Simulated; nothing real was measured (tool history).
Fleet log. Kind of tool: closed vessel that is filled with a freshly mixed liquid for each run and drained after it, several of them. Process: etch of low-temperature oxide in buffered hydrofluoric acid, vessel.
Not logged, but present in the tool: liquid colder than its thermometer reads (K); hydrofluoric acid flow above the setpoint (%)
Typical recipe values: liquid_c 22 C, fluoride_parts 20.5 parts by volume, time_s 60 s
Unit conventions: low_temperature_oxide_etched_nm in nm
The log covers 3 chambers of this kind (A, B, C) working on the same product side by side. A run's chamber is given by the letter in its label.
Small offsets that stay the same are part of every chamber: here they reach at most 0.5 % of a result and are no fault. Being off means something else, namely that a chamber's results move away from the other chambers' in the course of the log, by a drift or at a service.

run	hour	liquid_c	fluoride_parts	time_s	hours since the thermometer was replaced	hours since the hydrofluoric acid flow meter was replaced	read-back film thickness of the low-temperature oxide reference wafer, read on the same gauge (nm)	low_temperature_oxide_etched_nm
1C	7.7	22	20.5	60	384.3	593.4	69.993	169.51
2B	14.2	22	20.5	60	952	492.4	69.987	171.97
3A	22.3	22	20.5	60	848.4	1329.8	70.002	172.74
4C	29.5	22	20.5	60	406.1	615.2	70.021	169.35
5B	37.5	22	20.5	60	975.3	515.7	70.002	172.25
6A	41.8	22	20.5	60	867.9	1349.3	70.024	172.19
7C	47.3	22	26	35	423.9	633	70.003	82.509
8A	51.8	22	26	35	877.9	1359.3	70	84.235
9B	57.1	22	26	35	994.9	535.3	70.009	86.033
10A	65.3	22	20.5	60	891.4	1372.8	70.007	172.8
# hour 68.5: chamber A: hydrofluoric acid flow meter replaced
# hour 68.8: chamber B: hydrofluoric acid flow meter replaced
11C	70.9	24	20.5	60	447.5	656.6	69.997	186.75
12B	78	24	20.5	60	1015.8	9.2	70.01	190.91
13A	86.4	24	20.5	60	912.5	18	69.996	191.04
14B	94.4	22	20.5	60	1032.2	25.6	70	172.24
15C	100.1	22	20.5	60	476.7	685.8	69.998	163.34
16B	105.4	22	20.5	60	1043.2	36.6	69.997	171.03
17A	110.2	22	20.5	60	936.3	41.8	70	171.54
18C	116.9	22	20.5	60	493.5	702.6	70.003	158.54
19B	121.1	22	20.5	60	1058.9	52.3	69.982	170.51
20A	127	22	20.5	60	953.1	58.6	70.014	169.04
21C	132.7	24.5	23	60	509.3	718.4	70.005	168.4
22B	140.6	24.5	23	60	1078.4	71.8	69.995	182.98
23C	146.6	24.5	23	60	523.2	732.3	70.006	166.75

All chambers now run identical settings, listed one chamber a line with results as question marks. What results will each chamber show?
24A	152.8	22	20.5	60				?
24B	152.8	22	20.5	60				?
24C	152.8	22	20.5	60				?

run	low_temperature_oxide_etched_nm
24A	172.35
24B	172.26
24C	155.55

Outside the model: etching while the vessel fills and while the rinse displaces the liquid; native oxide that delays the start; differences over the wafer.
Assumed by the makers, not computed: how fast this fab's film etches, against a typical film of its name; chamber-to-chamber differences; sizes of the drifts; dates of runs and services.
